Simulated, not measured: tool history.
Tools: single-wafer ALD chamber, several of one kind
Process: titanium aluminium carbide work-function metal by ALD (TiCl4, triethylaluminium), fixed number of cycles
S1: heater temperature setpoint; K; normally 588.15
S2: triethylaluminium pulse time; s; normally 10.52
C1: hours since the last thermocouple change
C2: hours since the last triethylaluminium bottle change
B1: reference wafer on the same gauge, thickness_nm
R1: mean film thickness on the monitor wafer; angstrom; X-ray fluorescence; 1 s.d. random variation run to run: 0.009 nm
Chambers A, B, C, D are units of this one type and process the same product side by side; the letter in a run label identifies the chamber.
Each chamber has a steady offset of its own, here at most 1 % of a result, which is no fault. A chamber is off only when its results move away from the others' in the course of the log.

run	hour	S1	S2	C1	C2	B1	R1
1A	3.9	588.15	10.52	1504.3	351.7	1.9786	21.497
2C	8.8	588.15	10.52	247.1	1073.9	1.9785	21.299
3B	14.0	588.15	10.52	309.1	414.4	1.9818	21.241
4D	16.3	588.15	10.52	157.7	375.8	1.9803	21.265
5B	18.9	588.15	10.52	314.0	419.3	1.9810	21.290
6C	23.5	588.15	10.52	261.8	1088.6	1.9779	21.282
7A	28.1	588.15	10.52	1528.5	375.9	1.9817	21.551
8D	31.7	588.15	10.52	173.1	391.2	1.9786	21.357
9B	35.6	588.15	10.52	330.7	436.0	1.9788	21.315
10A	38.9	575.15	10.52	1539.3	386.7	1.9781	20.249
11D	42.2	575.15	10.52	183.6	401.7	1.9785	19.989
12C	46.6	575.15	10.52	284.9	1111.7	1.9822	20.095
13B	51.9	575.15	10.52	347.0	452.3	1.9790	19.916
14C	56.8	588.15	10.52	295.1	1121.9	1.9773	21.150
15D	61.6	588.15	10.52	203.0	421.1	1.9785	21.136
16A	66.9	588.15	10.52	1567.3	414.7	1.9824	21.429
17A	72.0	588.15	10.52	1572.4	419.8	1.9792	21.483
18D	76.0	588.15	10.52	217.4	435.5	1.9823	20.927
19C	79.4	579.15	7.29	317.7	1144.5	1.9822	19.400
20B	82.4	579.15	7.29	377.5	482.8	1.9822	19.271
21C	85.0	579.15	7.29	323.3	1150.1	1.9791	19.427
22A	89.4	579.15	7.29	1589.8	437.2	1.9775	19.553
23D	92.8	588.15	10.52	234.2	452.3	1.9814	20.508
24B	96.4	588.15	10.52	391.5	496.8	1.9810	21.384
25A	100.3	588.15	10.52	1600.7	448.1	1.9825	21.540
26D	103.7	588.15	10.52	245.1	463.2	1.9791	20.371

All 4 chambers run these settings next. Forecast each chamber's results:
27A	107.6	588.15	10.52				?
27B	107.6	588.15	10.52				?
27C	107.6	588.15	10.52				?
27D	107.6	588.15	10.52				?

run	R1
27A	21.485
27B	21.169
27C	21.357
27D	20.159
